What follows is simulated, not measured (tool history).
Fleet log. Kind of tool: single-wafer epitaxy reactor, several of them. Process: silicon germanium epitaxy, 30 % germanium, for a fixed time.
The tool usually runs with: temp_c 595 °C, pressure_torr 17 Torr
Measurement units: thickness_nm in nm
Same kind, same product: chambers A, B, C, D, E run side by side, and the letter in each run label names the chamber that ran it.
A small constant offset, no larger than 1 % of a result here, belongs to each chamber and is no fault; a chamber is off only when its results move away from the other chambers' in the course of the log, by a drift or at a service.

run   hour  temp_c  pressure_torr  read-back reference wafer on the same gauge, thickness_nm  thickness_nm
 1D    6.2     595             17                                                     49.872        49.835
 2C   11.1     595             17                                                     49.885        50.862
 3A   17.4     595             17                                                     49.866        50.472
 4B   21.7     595             17                                                     49.852        50.814
 5E   28.7     595             17                                                     49.858        50.116
 6D   35.6     607           19.5                                                     49.851        65.631
 7C     41     607           19.5                                                     49.834        66.447
 8A   45.9     607           19.5                                                     49.825        66.398
 9E   50.6     607           19.5                                                     49.803        65.543
10B   56.1     607           19.5                                                     49.807        66.587
11A   59.7     595             17                                                     49.809         50.41
      60.8  -- chamber A: pyrometer calibrated
12E   65.2     595             17                                                     49.764        50.082
13B     69     595             17                                                     49.777         50.83
        73  -- chamber C: capacitance manometer re-zeroed and calibrated
14D     74     595             17                                                      49.78        49.839
15C   79.8     595             17                                                     49.768        50.851
16B   83.8     595             17                                                     49.773         50.75
17C   91.3     595             17                                                     49.775        50.821
18A   97.7     595           15.4                                                     49.727        48.465
19E  104.6     595           15.4                                                     49.697        48.083
20D  112.7     595           15.4                                                     49.714        47.654
21A  117.8     595           15.4                                                      49.71        48.463
     120.4  -- chamber D: capacitance manometer re-zeroed and calibrated
22D  124.9     595           15.4                                                     49.687         47.76
23B  130.9     595             17                                                     49.672        50.547
24C  136.8     595             17                                                     49.668        50.659
25E  144.5     595             17                                                      49.66        50.067
26E  151.1     595             17                                                     49.642        49.831
27D  155.2     595             17                                                     49.623         49.63
28C  161.6     595             15                                                     49.619        48.248
29B  166.5     595             15                                                     49.612        47.978
30A    174     595             15                                                     49.588        47.839
31A  181.6     595             15                                                     49.606        47.717
32C  188.9     595             15                                                     49.583        48.232

Is one chamber out of step, is the gauge drifting, or do the chambers differ by no more than their own small offsets? For an off chamber, give its letter and the likeliest cause.

No chamber is off; the gauge reading every chamber's wafers drifts, which makes the whole fleet appear to move together.
Most likely cause: gauge reads low (%) = 0.658.
